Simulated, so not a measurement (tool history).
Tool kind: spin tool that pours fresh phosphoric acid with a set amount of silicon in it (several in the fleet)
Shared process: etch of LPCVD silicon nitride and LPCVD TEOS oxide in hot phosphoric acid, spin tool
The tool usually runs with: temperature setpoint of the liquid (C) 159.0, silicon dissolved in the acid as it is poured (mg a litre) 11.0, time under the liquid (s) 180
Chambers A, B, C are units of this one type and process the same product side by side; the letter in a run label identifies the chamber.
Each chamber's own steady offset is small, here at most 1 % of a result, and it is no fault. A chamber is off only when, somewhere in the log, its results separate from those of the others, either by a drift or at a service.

run	hour	temperature setpoint of the liquid (C)	silicon dissolved in the acid as it is poured (mg a litre)	time under the liquid (s)	hours since the thermometer was replaced	hours since the dissolved silicon flow meter was replaced	hours since the heated supply line was repaired	read-back film thickness of the LPCVD silicon nitride reference wafer, read on the same gauge (nm)	read-back film thickness of the LPCVD TEOS oxide reference wafer, read on the same gauge (nm)	thickness taken off the LPCVD silicon nitride on a monitor wafer (angstrom)	thickness taken off the LPCVD TEOS oxide on a monitor wafer (angstrom)
1A	4.2	159.0	11.0	180	858.9	199.2	2813.1	90.009	99.993	139.120	5.6142
2C	8.4	159.0	11.0	180	34.1	802.0	1410.2	90.026	100.000	139.670	5.5177
3B	13.9	159.0	11.0	180	51.0	457.2	1057.9	90.012	100.000	139.290	5.3355
4C	20.1	159.0	11.0	180	45.8	813.7	1421.9	89.990	99.981	139.710	4.9428
5B	25.9	159.0	11.0	180	63.0	469.2	1069.9	89.992	99.987	140.690	5.5528
6A	32.5	159.0	11.0	180	887.2	227.5	2841.4	90.003	100.000	142.680	5.6539
7B	37.0	159.0	11.0	180	74.1	480.3	1081.0	90.020	99.995	140.110	5.6101
8A	40.5	159.0	11.0	180	895.2	235.5	2849.4	90.006	100.000	138.580	5.4939
9C	45.6	159.0	11.0	180	71.3	839.2	1447.4	90.017	100.030	137.620	5.9281
10B	50.8	159.0	11.0	180	87.9	494.1	1094.8	90.019	99.997	137.850	5.0920
11C	56.6	160.5	11.0	215	82.3	850.2	1458.4	89.984	100.020	176.470	7.8091
12A	60.3	160.5	11.0	215	915.0	255.3	2869.2	90.002	99.988	175.030	7.8148
13C	65.7	160.5	11.0	215	91.4	859.3	1467.5	89.991	100.010	174.060	7.6641
14A	71.1	159.0	11.0	180	925.8	266.1	2880.0	89.987	99.995	138.350	5.5420
15B	76.5	159.0	11.0	180	113.6	519.8	1120.5	90.030	99.987	136.910	5.7332
# hour 83.5: chamber A: heated supply line repaired
16B	83.5	159.0	11.0	180	120.6	526.8	1127.5	89.996	99.995	140.110	5.4697
17C	87.9	159.0	11.0	180	113.6	881.5	1489.7	90.008	99.983	135.400	4.9869
18A	94.4	159.0	11.0	180	949.1	289.4	10.9	90.012	99.988	138.720	5.3761
19A	100.9	158.0	11.0	105	955.6	295.9	17.4	90.010	99.984	78.343	2.8554
20B	106.0	158.0	11.0	105	143.1	549.3	1150.0	90.005	99.988	79.168	2.8610
21C	112.1	158.0	11.0	105	137.8	905.7	1513.9	89.987	99.985	74.670	2.9326
22A	115.4	156.5	11.0	180	970.1	310.4	31.9	90.009	100.010	128.660	4.6145
23B	118.8	156.5	11.0	180	155.9	562.1	1162.8	89.974	99.980	130.120	4.9177
24C	124.6	156.5	11.0	180	150.3	918.2	1526.4	90.019	100.000	120.540	4.1714
25A	128.8	159.0	11.0	180	983.5	323.8	45.3	90.003	100.010	140.380	5.3932
26C	133.6	159.0	11.0	180	159.3	927.2	1535.4	89.985	99.998	132.780	5.1554
27B	140.3	160.5	19.0	180	177.4	583.6	1184.3	89.994	99.987	146.590	5.0886
28B	143.7	160.5	19.0	180	180.8	587.0	1187.7	89.990	100.020	145.910	4.5308
29A	150.1	160.5	19.0	180	1004.8	345.1	66.6	89.974	99.990	146.050	5.1168
30C	155.0	159.0	11.0	180	180.7	948.6	1556.8	89.972	100.010	129.170	4.5364
31B	159.2	159.0	11.0	180	196.3	602.5	1203.2	89.997	100.000	138.730	6.3981
32C	166.3	159.0	11.0	180	192.0	959.9	1568.1	89.985	100.010	128.720	4.8740
33A	170.8	159.0	11.0	240	1025.5	365.8	87.3	90.021	99.983	187.390	7.9013
34B	177.5	159.0	11.0	240	214.6	620.8	1221.5	89.993	100.010	184.470	7.8065
35A	183.2	159.0	11.0	240	1037.9	378.2	99.7	90.005	100.000	184.410	7.2806
36C	187.2	159.0	11.0	180	212.9	980.8	1589.0	89.994	100.030	127.340	4.3174
37B	192.2	159.0	11.0	180	229.3	635.5	1236.2	90.002	99.989	138.510	5.7012
38C	199.0	161.5	15.5	180	224.7	992.6	1600.8	90.031	100.000	135.200	4.2914
39A	206.0	161.5	15.5	180	1060.7	401.0	122.5	89.995	99.981	152.040	5.6446

The same settings go to every chamber for the next run, one line per chamber below. Forecast the results for each:
40A	211.0	159.0	11.0	265						?	?
40B	211.0	159.0	11.0	265						?	?
40C	211.0	159.0	11.0	265						?	?

run	thickness taken off the LPCVD silicon nitride on a monitor wafer (angstrom)	thickness taken off the LPCVD TEOS oxide on a monitor wafer (angstrom)
40A	204.390	8.7758
40B	207.120	8.3232
40C	182.000	5.9161

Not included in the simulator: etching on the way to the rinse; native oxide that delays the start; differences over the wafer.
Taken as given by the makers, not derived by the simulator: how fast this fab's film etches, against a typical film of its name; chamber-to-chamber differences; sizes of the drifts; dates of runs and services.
